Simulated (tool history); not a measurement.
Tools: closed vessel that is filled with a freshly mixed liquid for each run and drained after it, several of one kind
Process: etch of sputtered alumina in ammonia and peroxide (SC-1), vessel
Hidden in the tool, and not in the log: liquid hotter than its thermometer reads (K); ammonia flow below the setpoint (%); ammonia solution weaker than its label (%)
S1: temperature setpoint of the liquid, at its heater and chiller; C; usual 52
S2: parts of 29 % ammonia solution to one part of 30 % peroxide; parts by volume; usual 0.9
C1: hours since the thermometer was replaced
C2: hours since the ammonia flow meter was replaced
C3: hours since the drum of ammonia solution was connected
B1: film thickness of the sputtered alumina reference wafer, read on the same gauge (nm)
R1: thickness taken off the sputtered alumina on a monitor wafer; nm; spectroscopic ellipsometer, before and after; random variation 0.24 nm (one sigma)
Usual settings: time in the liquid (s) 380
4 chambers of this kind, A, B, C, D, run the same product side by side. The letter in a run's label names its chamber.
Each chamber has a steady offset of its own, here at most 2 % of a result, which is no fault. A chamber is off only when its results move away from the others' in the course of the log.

run 1C hour=11.8 | S1=52 S2=0.9 time_in_the_liquid_(s)=380 | C1=873.9 C2=272.7 C3=367.5 | B1=79.964 | R1=34.229
run 2B hour=18.6 | S1=52 S2=0.9 time_in_the_liquid_(s)=380 | C1=1611.1 C2=257.4 C3=138.2 | B1=80.005 | R1=33.742
run 3D hour=26.7 | S1=52 S2=0.9 time_in_the_liquid_(s)=380 | C1=2197.5 C2=685.7 C3=173.1 | B1=80.042 | R1=33.358
run 4A hour=34.4 | S1=52 S2=0.9 time_in_the_liquid_(s)=380 | C1=624.4 C2=1205.7 C3=918.1 | B1=80.019 | R1=33.943
run 5B hour=40.2 | S1=52 S2=0.9 time_in_the_liquid_(s)=380 | C1=1632.7 C2=279 C3=159.8 | B1=80.025 | R1=34.319
run 6D hour=51 | S1=52 S2=0.9 time_in_the_liquid_(s)=380 | C1=2221.8 C2=710 C3=197.4 | B1=80.015 | R1=33.764
run 7A hour=60.1 | S1=52 S2=0.9 time_in_the_liquid_(s)=380 | C1=650.1 C2=1231.4 C3=943.8 | B1=80.016 | R1=34.055
run 8C hour=67.4 | S1=52 S2=0.9 time_in_the_liquid_(s)=380 | C1=929.5 C2=328.3 C3=423.1 | B1=79.988 | R1=34.003
run 9B hour=77.8 | S1=52 S2=0.9 time_in_the_liquid_(s)=380 | C1=1670.3 C2=316.6 C3=197.4 | B1=79.993 | R1=33.877
run 10A hour=88.5 | S1=52 S2=0.9 time_in_the_liquid_(s)=380 | C1=678.5 C2=1259.8 C3=972.2 | B1=79.98 | R1=33.885
-- hour=91.3 chamber A: thermometer replaced
run 11C hour=98.1 | S1=52 S2=0.9 time_in_the_liquid_(s)=380 | C1=960.2 C2=359 C3=453.8 | B1=80.031 | R1=34.3
run 12D hour=107.2 | S1=52 S2=0.9 time_in_the_liquid_(s)=380 | C1=2278 C2=766.2 C3=253.6 | B1=80.004 | R1=33.641
run 13D hour=119.1 | S1=52 S2=0.9 time_in_the_liquid_(s)=380 | C1=2289.9 C2=778.1 C3=265.5 | B1=79.979 | R1=33.877
run 14A hour=128.1 | S1=44 S2=1.1 time_in_the_liquid_(s)=380 | C1=36.8 C2=1299.4 C3=1011.8 | B1=80.025 | R1=22.15
run 15B hour=137.8 | S1=44 S2=1.1 time_in_the_liquid_(s)=380 | C1=1730.3 C2=376.6 C3=257.4 | B1=80.054 | R1=22.174
run 16C hour=146.5 | S1=44 S2=1.1 time_in_the_liquid_(s)=380 | C1=1008.6 C2=407.4 C3=502.2 | B1=80.043 | R1=22.236
run 17A hour=158.7 | S1=44 S2=1.1 time_in_the_liquid_(s)=380 | C1=67.4 C2=1330 C3=1042.4 | B1=79.989 | R1=22.158
run 18B hour=171.6 | S1=44 S2=0.9 time_in_the_liquid_(s)=380 | C1=1764.1 C2=410.4 C3=291.2 | B1=80.024 | R1=21.531
run 19C hour=183.6 | S1=44 S2=0.9 time_in_the_liquid_(s)=380 | C1=1045.7 C2=444.5 C3=539.3 | B1=79.977 | R1=21.732
run 20D hour=190.9 | S1=44 S2=0.9 time_in_the_liquid_(s)=380 | C1=2361.7 C2=849.9 C3=337.3 | B1=79.98 | R1=21.377
run 21D hour=202.3 | S1=44 S2=0.9 time_in_the_liquid_(s)=380 | C1=2373.1 C2=861.3 C3=348.7 | B1=80.029 | R1=21.326
-- hour=210.4 chamber C: thermometer replaced
run 22C hour=212.9 | S1=58 S2=0.9 time_in_the_liquid_(s)=235 | C1=2.5 C2=473.8 C3=568.6 | B1=80.031 | R1=29.012
run 23A hour=223.1 | S1=58 S2=0.9 time_in_the_liquid_(s)=235 | C1=131.8 C2=1394.4 C3=1106.8 | B1=79.988 | R1=29.396
run 24B hour=232.4 | S1=58 S2=0.9 time_in_the_liquid_(s)=235 | C1=1824.9 C2=471.2 C3=352 | B1=80.038 | R1=29.043
-- hour=241.3 chamber D: thermometer replaced
run 25B hour=244.8 | S1=58 S2=0.9 time_in_the_liquid_(s)=235 | C1=1837.3 C2=483.6 C3=364.4 | B1=79.954 | R1=28.508
-- hour=244.9 chamber D: new drum of ammonia solution connected
run 26D hour=251.2 | S1=52 S2=0.9 time_in_the_liquid_(s)=380 | C1=10 C2=910.2 C3=6.4 | B1=80.019 | R1=33.876
run 27A hour=257.8 | S1=52 S2=0.9 time_in_the_liquid_(s)=380 | C1=166.5 C2=1429.1 C3=1141.5 | B1=80.013 | R1=33.514
run 28C hour=265 | S1=52 S2=0.9 time_in_the_liquid_(s)=380 | C1=54.6 C2=525.9 C3=620.7 | B1=80.016 | R1=34.121
-- hour=272.5 chamber D: ammonia flow meter replaced
run 29A hour=277.4 | S1=52 S2=0.9 time_in_the_liquid_(s)=380 | C1=186.1 C2=1448.7 C3=1161.1 | B1=79.978 | R1=34.144
-- hour=280 chamber C: new drum of ammonia solution connected
run 30D hour=288.6 | S1=52 S2=0.9 time_in_the_liquid_(s)=380 | C1=47.4 C2=16.1 C3=43.8 | B1=80.006 | R1=33.76
run 31B hour=299.1 | S1=52 S2=0.9 time_in_the_liquid_(s)=380 | C1=1891.6 C2=537.9 C3=418.7 | B1=79.998 | R1=34.047
run 32C hour=305.3 | S1=52 S2=0.9 time_in_the_liquid_(s)=380 | C1=94.9 C2=566.2 C3=25.4 | B1=80.003 | R1=34.058

Is one chamber off against the others, does the gauge drift, or is nothing wrong? If a chamber is off, say which, and what the likeliest cause is.

No chamber stands off beyond its own small offset, and the gauge holds steady.
